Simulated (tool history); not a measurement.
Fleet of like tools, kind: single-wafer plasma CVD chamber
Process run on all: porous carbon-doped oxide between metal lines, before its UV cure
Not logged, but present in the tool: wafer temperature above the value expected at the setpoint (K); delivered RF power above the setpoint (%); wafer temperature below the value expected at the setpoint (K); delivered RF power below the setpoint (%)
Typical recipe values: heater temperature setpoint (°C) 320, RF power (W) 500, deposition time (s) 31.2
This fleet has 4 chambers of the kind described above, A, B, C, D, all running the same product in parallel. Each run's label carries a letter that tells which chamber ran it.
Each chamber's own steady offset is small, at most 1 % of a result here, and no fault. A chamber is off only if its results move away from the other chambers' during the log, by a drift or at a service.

run,hour,heater temperature setpoint (°C),RF power (W),deposition time (s),hours since the last thermocouple change,hours since the last RF generator calibration,"read-back reference wafer on the same gauge, thickness_nm",mean film thickness on the monitor wafer (angstrom)
1D,5.7,320,500,31.2,676.8,296.6,161.98,1513.5
2C,12.9,320,500,31.2,715.7,597.1,161.94,1495.5
3A,24.6,320,500,31.2,907.3,314.9,162.06,1495.9
4B,33.3,320,500,31.2,2251,606.8,162.02,1520.2
5C,45.7,320,500,31.2,748.5,629.9,162.03,1499.9
6A,55.6,320,500,31.2,938.3,345.9,161.88,1494.8
7B,64.6,320,500,31.2,2282.3,638.1,161.98,1520
8D,73.2,320,500,31.2,744.3,364.1,161.93,1516.5
9B,81.7,320,500,31.2,2299.4,655.2,161.99,1524
10D,92.1,320,500,31.2,763.2,383,161.94,1514.4
11C,104.6,320,500,31.2,807.4,688.8,162.07,1504.6
12A,110.6,320,500,31.2,993.3,400.9,162.01,1499.6
13B,121.3,320,570,31.2,2339,694.8,161.93,1654.7
14A,130.5,320,570,31.2,1013.2,420.8,162.02,1629.9
15D,140.7,320,570,31.2,811.8,431.6,162.07,1651.3
16C,151.7,320,570,31.2,854.5,735.9,162.05,1633.9
# hour 158: chamber B: thermocouple changed; heater temperature recalibrated
17A,161.1,320,500,31.2,1043.8,451.4,162.06,1492.7
18B,173.3,320,410,34.1,15.4,746.8,162.08,1457.2
19C,184.5,320,410,34.1,887.3,768.7,162,1421.1
20D,191,320,410,34.1,862.1,481.9,162.05,1431.1
21A,197.2,320,410,34.1,1079.9,487.5,161.97,1418
22D,208,320,500,34,879.1,498.9,161.96,1644.8
23B,217,320,500,34,59.1,790.5,162.01,1671.5
24C,225.7,320,500,34,928.5,809.9,161.99,1631.5
25D,233.3,320,500,34,904.4,524.2,162.02,1643.6
26B,245.3,320,500,31.2,87.4,818.8,161.98,1535.7
27C,253.9,326,500,31.2,956.7,838.1,162.09,1461.4
28A,260.5,326,500,31.2,1143.2,550.8,161.87,1454.2
29B,270.3,326,500,31.2,112.4,843.8,162.06,1498
30C,277.1,326,500,31.2,979.9,861.3,162,1455.1
31A,288.8,320,500,31.2,1171.5,579.1,161.94,1495.6
32D,295.3,320,500,31.2,966.4,586.2,162.08,1509.9
33C,306.4,325,500,27,1009.2,890.6,161.97,1269.7
# hour 316.3: chamber B: RF generator calibrated
34B,317.9,325,500,27,160,1.6,162.12,1307.8
35A,329.9,325,500,27,1212.6,620.2,161.91,1264.8
36D,339.5,325,500,27,1010.6,630.4,162.01,1285.6
37B,346.3,320,500,31.2,188.4,30,161.95,1540.5
38D,353,320,500,31.2,1024.1,643.9,161.95,1515.8
39C,363.1,320,500,31.2,1065.9,947.3,162.05,1503.2
40A,368.8,328,500,31.2,1251.5,659.1,161.87,1440.1
41C,378.8,328,500,31.2,1081.6,963,162.06,1441.9
42D,390.5,328,500,31.2,1061.6,681.4,161.97,1449.1
43A,401.5,328,500,31.2,1284.2,691.8,161.93,1441.8

Next, every chamber runs the same settings. What will each give?
44A,410.5,320,500,31.2,,,,?
44B,410.5,320,500,31.2,,,,?
44C,410.5,320,500,31.2,,,,?
44D,410.5,320,500,31.2,,,,?

run,mean film thickness on the monitor wafer (angstrom)
44A,1498.8
44B,1541.4
44C,1499.6
44D,1507.9

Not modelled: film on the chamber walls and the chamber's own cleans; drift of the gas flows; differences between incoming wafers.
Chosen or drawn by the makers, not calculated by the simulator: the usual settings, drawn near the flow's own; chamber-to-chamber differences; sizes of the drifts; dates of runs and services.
